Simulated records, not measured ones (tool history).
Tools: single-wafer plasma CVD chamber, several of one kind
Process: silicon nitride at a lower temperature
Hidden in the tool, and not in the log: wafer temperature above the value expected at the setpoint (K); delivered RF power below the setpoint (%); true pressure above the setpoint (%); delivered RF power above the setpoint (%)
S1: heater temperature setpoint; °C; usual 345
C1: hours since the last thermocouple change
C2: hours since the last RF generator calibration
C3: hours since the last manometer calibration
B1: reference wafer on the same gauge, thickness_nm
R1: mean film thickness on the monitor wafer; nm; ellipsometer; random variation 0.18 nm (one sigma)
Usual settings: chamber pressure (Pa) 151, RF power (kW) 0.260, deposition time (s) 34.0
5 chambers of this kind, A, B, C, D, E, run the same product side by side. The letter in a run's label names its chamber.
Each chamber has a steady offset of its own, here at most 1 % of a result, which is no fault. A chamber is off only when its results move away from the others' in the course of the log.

run 1E hour=5.8 | S1=345 chamber_pressure_(Pa)=151 RF_power_(kW)=0.260 deposition_time_(s)=34.0 | C1=2237.6 C2=137.1 C3=327.2 | B1=30.570 | R1=33.026
run 2A hour=12.4 | S1=345 chamber_pressure_(Pa)=151 RF_power_(kW)=0.260 deposition_time_(s)=34.0 | C1=1155.5 C2=1296.3 C3=786.2 | B1=30.580 | R1=33.024
run 3D hour=16.4 | S1=345 chamber_pressure_(Pa)=151 RF_power_(kW)=0.260 deposition_time_(s)=34.0 | C1=102.5 C2=89.2 C3=1798.8 | B1=30.585 | R1=33.157
run 4C hour=22.3 | S1=345 chamber_pressure_(Pa)=151 RF_power_(kW)=0.260 deposition_time_(s)=34.0 | C1=1335.8 C2=1086.0 C3=865.6 | B1=30.566 | R1=32.600
run 5B hour=25.8 | S1=339 chamber_pressure_(Pa)=151 RF_power_(kW)=0.260 deposition_time_(s)=36.2 | C1=1571.1 C2=1013.2 C3=1213.8 | B1=30.562 | R1=34.792
run 6E hour=28.8 | S1=339 chamber_pressure_(Pa)=151 RF_power_(kW)=0.260 deposition_time_(s)=36.2 | C1=2260.6 C2=160.1 C3=350.2 | B1=30.570 | R1=34.961
run 7A hour=34.3 | S1=339 chamber_pressure_(Pa)=151 RF_power_(kW)=0.260 deposition_time_(s)=36.2 | C1=1177.4 C2=1318.2 C3=808.1 | B1=30.563 | R1=35.327
run 8B hour=40.4 | S1=339 chamber_pressure_(Pa)=151 RF_power_(kW)=0.260 deposition_time_(s)=36.2 | C1=1585.7 C2=1027.8 C3=1228.4 | B1=30.593 | R1=35.055
run 9C hour=43.5 | S1=339 chamber_pressure_(Pa)=151 RF_power_(kW)=0.260 deposition_time_(s)=36.2 | C1=1357.0 C2=1107.2 C3=886.8 | B1=30.558 | R1=34.733
run 10D hour=49.8 | S1=345 chamber_pressure_(Pa)=151 RF_power_(kW)=0.260 deposition_time_(s)=34.0 | C1=135.9 C2=122.6 C3=1832.2 | B1=30.587 | R1=32.635
run 11A hour=53.1 | S1=345 chamber_pressure_(Pa)=133 RF_power_(kW)=0.260 deposition_time_(s)=34.0 | C1=1196.2 C2=1337.0 C3=826.9 | B1=30.578 | R1=31.766
run 12E hour=58.3 | S1=345 chamber_pressure_(Pa)=133 RF_power_(kW)=0.260 deposition_time_(s)=34.0 | C1=2290.1 C2=189.6 C3=379.7 | B1=30.598 | R1=31.857
run 13D hour=61.3 | S1=345 chamber_pressure_(Pa)=133 RF_power_(kW)=0.260 deposition_time_(s)=34.0 | C1=147.4 C2=134.1 C3=1843.7 | B1=30.621 | R1=31.633
run 14C hour=66.0 | S1=345 chamber_pressure_(Pa)=133 RF_power_(kW)=0.260 deposition_time_(s)=34.0 | C1=1379.5 C2=1129.7 C3=909.3 | B1=30.608 | R1=31.383
run 15B hour=70.6 | S1=345 chamber_pressure_(Pa)=133 RF_power_(kW)=0.260 deposition_time_(s)=34.0 | C1=1615.9 C2=1058.0 C3=1258.6 | B1=30.569 | R1=31.469
run 16D hour=77.5 | S1=345 chamber_pressure_(Pa)=151 RF_power_(kW)=0.260 deposition_time_(s)=34.0 | C1=163.6 C2=150.3 C3=1859.9 | B1=30.593 | R1=32.829
run 17C hour=84.0 | S1=345 chamber_pressure_(Pa)=165 RF_power_(kW)=0.260 deposition_time_(s)=34.0 | C1=1397.5 C2=1147.7 C3=927.3 | B1=30.571 | R1=33.851
run 18A hour=87.3 | S1=345 chamber_pressure_(Pa)=165 RF_power_(kW)=0.260 deposition_time_(s)=34.0 | C1=1230.4 C2=1371.2 C3=861.1 | B1=30.591 | R1=33.801
run 19E hour=91.2 | S1=345 chamber_pressure_(Pa)=165 RF_power_(kW)=0.260 deposition_time_(s)=34.0 | C1=2323.0 C2=222.5 C3=412.6 | B1=30.575 | R1=33.646
run 20B hour=95.8 | S1=345 chamber_pressure_(Pa)=165 RF_power_(kW)=0.260 deposition_time_(s)=34.0 | C1=1641.1 C2=1083.2 C3=1283.8 | B1=30.598 | R1=33.724
run 21C hour=101.1 | S1=345 chamber_pressure_(Pa)=165 RF_power_(kW)=0.260 deposition_time_(s)=34.0 | C1=1414.6 C2=1164.8 C3=944.4 | B1=30.600 | R1=33.665
run 22E hour=106.2 | S1=345 chamber_pressure_(Pa)=151 RF_power_(kW)=0.260 deposition_time_(s)=34.0 | C1=2338.0 C2=237.5 C3=427.6 | B1=30.606 | R1=32.939
run 23A hour=112.2 | S1=345 chamber_pressure_(Pa)=151 RF_power_(kW)=0.260 deposition_time_(s)=34.0 | C1=1255.3 C2=1396.1 C3=886.0 | B1=30.618 | R1=32.928
run 24B hour=116.9 | S1=345 chamber_pressure_(Pa)=151 RF_power_(kW)=0.260 deposition_time_(s)=34.0 | C1=1662.2 C2=1104.3 C3=1304.9 | B1=30.629 | R1=32.842
run 25D hour=121.1 | S1=345 chamber_pressure_(Pa)=151 RF_power_(kW)=0.260 deposition_time_(s)=34.0 | C1=207.2 C2=193.9 C3=1903.5 | B1=30.606 | R1=32.776
run 26E hour=124.7 | S1=345 chamber_pressure_(Pa)=151 RF_power_(kW)=0.260 deposition_time_(s)=34.0 | C1=2356.5 C2=256.0 C3=446.1 | B1=30.619 | R1=32.934
run 27B hour=131.6 | S1=345 chamber_pressure_(Pa)=151 RF_power_(kW)=0.260 deposition_time_(s)=34.0 | C1=1676.9 C2=1119.0 C3=1319.6 | B1=30.574 | R1=32.656
run 28C hour=137.5 | S1=345 chamber_pressure_(Pa)=151 RF_power_(kW)=0.230 deposition_time_(s)=40.0 | C1=1451.0 C2=1201.2 C3=980.8 | B1=30.599 | R1=35.407
run 29A hour=141.0 | S1=345 chamber_pressure_(Pa)=151 RF_power_(kW)=0.230 deposition_time_(s)=40.0 | C1=1284.1 C2=1424.9 C3=914.8 | B1=30.582 | R1=35.234
run 30D hour=145.3 | S1=345 chamber_pressure_(Pa)=151 RF_power_(kW)=0.230 deposition_time_(s)=40.0 | C1=231.4 C2=218.1 C3=1927.7 | B1=30.578 | R1=35.626
run 31D hour=151.1 | S1=345 chamber_pressure_(Pa)=151 RF_power_(kW)=0.230 deposition_time_(s)=40.0 | C1=237.2 C2=223.9 C3=1933.5 | B1=30.613 | R1=35.344
run 32A hour=156.7 | S1=345 chamber_pressure_(Pa)=151 RF_power_(kW)=0.230 deposition_time_(s)=40.0 | C1=1299.8 C2=1440.6 C3=930.5 | B1=30.591 | R1=35.406
run 33C hour=162.8 | S1=345 chamber_pressure_(Pa)=151 RF_power_(kW)=0.260 deposition_time_(s)=34.0 | C1=1476.3 C2=1226.5 C3=1006.1 | B1=30.597 | R1=33.027
run 34E hour=168.3 | S1=345 chamber_pressure_(Pa)=151 RF_power_(kW)=0.260 deposition_time_(s)=34.0 | C1=2400.1 C2=299.6 C3=489.7 | B1=30.570 | R1=32.794
run 35B hour=173.5 | S1=345 chamber_pressure_(Pa)=151 RF_power_(kW)=0.260 deposition_time_(s)=34.0 | C1=1718.8 C2=1160.9 C3=1361.5 | B1=30.593 | R1=32.741
run 36A hour=179.6 | S1=345 chamber_pressure_(Pa)=151 RF_power_(kW)=0.260 deposition_time_(s)=34.0 | C1=1322.7 C2=1463.5 C3=953.4 | B1=30.556 | R1=33.150
run 37B hour=183.5 | S1=345 chamber_pressure_(Pa)=151 RF_power_(kW)=0.260 deposition_time_(s)=34.0 | C1=1728.8 C2=1170.9 C3=1371.5 | B1=30.667 | R1=32.493
run 38C hour=187.4 | S1=352 chamber_pressure_(Pa)=151 RF_power_(kW)=0.260 deposition_time_(s)=34.0 | C1=1500.9 C2=1251.1 C3=1030.7 | B1=30.595 | R1=32.878
run 39E hour=193.7 | S1=352 chamber_pressure_(Pa)=151 RF_power_(kW)=0.260 deposition_time_(s)=34.0 | C1=2425.5 C2=325.0 C3=515.1 | B1=30.623 | R1=33.010

Next, every chamber runs the same settings. What will each give?
run 40A hour=198.7 | S1=345 chamber_pressure_(Pa)=151 RF_power_(kW)=0.260 deposition_time_(s)=34.0 | R1=?
run 40B hour=198.7 | S1=345 chamber_pressure_(Pa)=151 RF_power_(kW)=0.260 deposition_time_(s)=34.0 | R1=?
run 40C hour=198.7 | S1=345 chamber_pressure_(Pa)=151 RF_power_(kW)=0.260 deposition_time_(s)=34.0 | R1=?
run 40D hour=198.7 | S1=345 chamber_pressure_(Pa)=151 RF_power_(kW)=0.260 deposition_time_(s)=34.0 | R1=?
run 40E hour=198.7 | S1=345 chamber_pressure_(Pa)=151 RF_power_(kW)=0.260 deposition_time_(s)=34.0 | R1=?

run=40A R1=32.751
run=40B R1=33.177
run=40C R1=32.800
run=40D R1=33.209
run=40E R1=32.890
